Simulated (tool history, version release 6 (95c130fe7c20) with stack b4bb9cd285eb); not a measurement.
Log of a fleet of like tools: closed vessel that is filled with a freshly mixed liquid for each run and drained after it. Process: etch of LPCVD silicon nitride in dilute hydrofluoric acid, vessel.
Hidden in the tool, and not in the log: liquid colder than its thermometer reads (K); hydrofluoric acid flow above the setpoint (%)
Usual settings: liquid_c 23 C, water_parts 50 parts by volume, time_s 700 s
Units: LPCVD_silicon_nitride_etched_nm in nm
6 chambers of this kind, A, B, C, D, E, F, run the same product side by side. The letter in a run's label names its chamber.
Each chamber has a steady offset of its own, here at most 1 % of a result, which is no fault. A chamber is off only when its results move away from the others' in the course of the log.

run	hour	liquid_c	water_parts	time_s	hours since the thermometer was replaced	hours since the hydrofluoric acid flow meter was replaced	read-back film thickness of the LPCVD silicon nitride reference wafer, read on the same gauge (nm)	LPCVD_silicon_nitride_etched_nm
1C	2.8	23	50	700	192.8	984.9	150.02	6.3240
2E	6.9	23	50	700	1536.2	2032.4	149.97	6.4658
3D	10.7	23	50	700	1573.9	1243.1	150.00	6.3954
4B	13.7	23	50	700	235.8	1331.9	150.00	6.4365
5F	17.5	23	50	700	232.3	1261.8	149.97	6.4355
6A	21.1	23	50	700	132.9	587.4	150.03	6.3563
7A	24.5	23	50	700	136.3	590.8	150.01	6.3152
8F	26.5	23	50	700	241.3	1270.8	149.99	6.4777
9C	30.5	23	50	700	220.5	1012.6	150.01	6.4193
10B	34.5	23	50	700	256.6	1352.7	150.01	6.3765
11D	36.5	23	50	700	1599.7	1268.9	150.01	6.4222
12E	40.0	23	50	700	1569.3	2065.5	150.03	6.4158
13C	44.0	23	50	700	234.0	1026.1	149.97	6.5112
14F	46.8	23	50	700	261.6	1291.1	150.01	6.4294
15A	50.1	23	50	700	161.9	616.4	149.99	6.4237
16B	52.2	23	50	700	274.3	1370.4	150.06	6.3709
17E	54.4	23	50	700	1583.7	2079.9	150.02	6.4685
18D	58.1	23	50	700	1621.3	1290.5	149.97	6.4428
19F	60.3	23	50	700	275.1	1304.6	150.01	6.4553
20C	63.6	23	50	700	253.6	1045.7	149.95	6.5439
21B	65.7	23	50	700	287.8	1383.9	150.02	6.4278
22D	69.9	23	50	700	1633.1	1302.3	149.98	6.3785
23E	73.2	23	60	305	1602.5	2098.7	149.99	2.3780
24A	75.1	23	60	305	186.9	641.4	150.03	2.3183
25B	78.7	23	60	305	300.8	1396.9	150.05	2.3435
# hour 79.9: chamber D: hydrofluoric acid flow meter replaced
26F	82.2	23	60	305	297.0	1326.5	150.01	2.3304
27D	85.5	23	60	305	1648.7	5.7	150.01	2.3219
28E	89.2	23	60	305	1618.5	2114.7	150.01	2.3399
29A	92.6	23	50	700	204.4	658.9	149.99	6.3704
30C	95.9	23	30	830	285.9	1078.0	150.03	13.1420
31C	99.5	23	30	830	289.5	1081.6	150.01	13.1140
32D	101.6	23	30	830	1664.8	21.8	150.00	12.5630
33A	103.9	23	30	830	215.7	670.2	150.00	12.3520
34B	106.0	23	30	830	328.1	1424.2	150.02	12.3060
35F	108.1	23	30	830	322.9	1352.4	149.98	12.3860
36E	111.5	23	50	700	1640.8	2137.0	150.04	6.4653
37B	114.0	23	50	700	336.1	1432.2	149.97	6.3966

All 6 chambers run these settings next. Forecast each chamber's results:
38A	117.1	23	50	700				?
38B	117.1	23	50	700				?
38C	117.1	23	50	700				?
38D	117.1	23	50	700				?
38E	117.1	23	50	700				?
38F	117.1	23	50	700				?

run	LPCVD_silicon_nitride_etched_nm
38A	6.3309
38B	6.3988
38C	6.7202
38D	6.3917
38E	6.4811
38F	6.4675

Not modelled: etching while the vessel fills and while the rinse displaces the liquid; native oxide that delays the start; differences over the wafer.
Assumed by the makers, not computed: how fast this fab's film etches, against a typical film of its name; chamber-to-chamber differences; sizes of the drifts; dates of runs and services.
